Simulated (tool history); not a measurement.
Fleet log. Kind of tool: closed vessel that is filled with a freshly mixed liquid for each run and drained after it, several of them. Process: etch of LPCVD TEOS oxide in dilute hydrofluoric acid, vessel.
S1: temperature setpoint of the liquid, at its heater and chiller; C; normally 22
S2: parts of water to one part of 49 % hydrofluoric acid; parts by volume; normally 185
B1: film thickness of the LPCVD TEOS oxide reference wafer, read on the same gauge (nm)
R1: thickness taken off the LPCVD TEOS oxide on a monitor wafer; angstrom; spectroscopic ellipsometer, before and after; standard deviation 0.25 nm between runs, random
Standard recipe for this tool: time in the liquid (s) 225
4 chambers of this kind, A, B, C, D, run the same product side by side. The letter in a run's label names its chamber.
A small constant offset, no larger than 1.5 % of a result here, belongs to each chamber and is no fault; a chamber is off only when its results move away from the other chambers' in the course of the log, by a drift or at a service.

{"run": "1B", "day": 0.479, "S1": 22, "S2": 185, "time in the liquid (s)": 225, "B1": 100.03, "R1": 580.03}
{"run": "2C", "day": 1.054, "S1": 22, "S2": 185, "time in the liquid (s)": 225, "B1": 100.03, "R1": 570.56}
{"run": "3D", "day": 1.525, "S1": 22, "S2": 185, "time in the liquid (s)": 225, "B1": 100, "R1": 573.27}
{"run": "4A", "day": 2.2, "S1": 22, "S2": 185, "time in the liquid (s)": 225, "B1": 99.981, "R1": 575.62}
{"run": "5D", "day": 2.696, "S1": 22, "S2": 185, "time in the liquid (s)": 225, "B1": 100.04, "R1": 575.44}
{"run": "6B", "day": 3.217, "S1": 22, "S2": 185, "time in the liquid (s)": 225, "B1": 100.01, "R1": 578.48}
{"run": "7C", "day": 3.812, "S1": 17.5, "S2": 255, "time in the liquid (s)": 225, "B1": 100.07, "R1": 326.6}
{"run": "8A", "day": 4.383, "S1": 17.5, "S2": 255, "time in the liquid (s)": 225, "B1": 100.03, "R1": 324.74}
{"day": 4.833, "done": "chamber A: hydrofluoric acid flow meter replaced"}
{"run": "9B", "day": 4.958, "S1": 17.5, "S2": 255, "time in the liquid (s)": 225, "B1": 100, "R1": 330.28}
{"run": "10A", "day": 5.408, "S1": 17.5, "S2": 255, "time in the liquid (s)": 225, "B1": 99.949, "R1": 323.77}
{"run": "11D", "day": 5.904, "S1": 22, "S2": 185, "time in the liquid (s)": 225, "B1": 100.01, "R1": 575.7}
{"run": "12C", "day": 6.467, "S1": 22, "S2": 185, "time in the liquid (s)": 225, "B1": 99.991, "R1": 574.44}
{"run": "13B", "day": 6.788, "S1": 22, "S2": 185, "time in the liquid (s)": 180, "B1": 99.985, "R1": 465.75}
{"run": "14C", "day": 7.25, "S1": 22, "S2": 185, "time in the liquid (s)": 180, "B1": 100.01, "R1": 455.48}
{"run": "15A", "day": 7.708, "S1": 22, "S2": 185, "time in the liquid (s)": 180, "B1": 100.04, "R1": 459.94}
{"run": "16D", "day": 8.112, "S1": 22, "S2": 185, "time in the liquid (s)": 180, "B1": 100.07, "R1": 461.01}
{"run": "17C", "day": 8.417, "S1": 22, "S2": 185, "time in the liquid (s)": 225, "B1": 100.04, "R1": 570.47}
{"run": "18D", "day": 8.792, "S1": 22, "S2": 185, "time in the liquid (s)": 225, "B1": 100.03, "R1": 571.27}
{"run": "19B", "day": 9.292, "S1": 22, "S2": 185, "time in the liquid (s)": 225, "B1": 99.981, "R1": 582.82}
{"run": "20A", "day": 9.854, "S1": 22, "S2": 185, "time in the liquid (s)": 225, "B1": 100.05, "R1": 573.46}
{"day": 10.058, "done": "chamber C: hydrofluoric acid flow meter replaced"}
{"run": "21A", "day": 10.392, "S1": 22, "S2": 185, "time in the liquid (s)": 225, "B1": 99.999, "R1": 570.87}
{"run": "22D", "day": 10.712, "S1": 22, "S2": 185, "time in the liquid (s)": 225, "B1": 99.947, "R1": 572.4}
{"run": "23C", "day": 11.4, "S1": 22, "S2": 185, "time in the liquid (s)": 225, "B1": 100.01, "R1": 573.69}
{"run": "24B", "day": 11.704, "S1": 22, "S2": 185, "time in the liquid (s)": 225, "B1": 100.03, "R1": 591.2}
{"run": "25C", "day": 12.388, "S1": 22, "S2": 220, "time in the liquid (s)": 160, "B1": 100.02, "R1": 328.27}
{"run": "26A", "day": 12.908, "S1": 22, "S2": 220, "time in the liquid (s)": 160, "B1": 99.959, "R1": 327.97}
{"run": "27B", "day": 13.283, "S1": 22, "S2": 220, "time in the liquid (s)": 160, "B1": 99.95, "R1": 344.2}
{"run": "28D", "day": 13.742, "S1": 22, "S2": 220, "time in the liquid (s)": 160, "B1": 99.975, "R1": 330.88}
{"run": "29A", "day": 14.433, "S1": 22, "S2": 185, "time in the liquid (s)": 225, "B1": 100.04, "R1": 570.9}
{"run": "30B", "day": 14.929, "S1": 22, "S2": 115, "time in the liquid (s)": 225, "B1": 99.99, "R1": 1034.3}
{"run": "31C", "day": 15.392, "S1": 22, "S2": 115, "time in the liquid (s)": 225, "B1": 99.957, "R1": 988.84}
{"run": "32D", "day": 15.7, "S1": 22, "S2": 115, "time in the liquid (s)": 225, "B1": 100, "R1": 993.34}
{"run": "33A", "day": 16.071, "S1": 22, "S2": 115, "time in the liquid (s)": 225, "B1": 100.01, "R1": 995.15}
{"run": "34B", "day": 16.4, "S1": 22, "S2": 185, "time in the liquid (s)": 225, "B1": 99.977, "R1": 601.29}
{"run": "35C", "day": 16.758, "S1": 22, "S2": 185, "time in the liquid (s)": 225, "B1": 100.05, "R1": 573.63}
{"run": "36D", "day": 17.188, "S1": 22, "S2": 185, "time in the liquid (s)": 225, "B1": 100, "R1": 576.55}

Each of the 4 chambers runs these same settings next. Fill in every chamber's results:
{"run": "37A", "day": 17.683, "S1": 22, "S2": 185, "time in the liquid (s)": 225, "R1": "?"}
{"run": "37B", "day": 17.683, "S1": 22, "S2": 185, "time in the liquid (s)": 225, "R1": "?"}
{"run": "37C", "day": 17.683, "S1": 22, "S2": 185, "time in the liquid (s)": 225, "R1": "?"}
{"run": "37D", "day": 17.683, "S1": 22, "S2": 185, "time in the liquid (s)": 225, "R1": "?"}

run=37A R1=575.72
run=37B R1=607.58
run=37C R1=568.84
run=37D R1=575.11
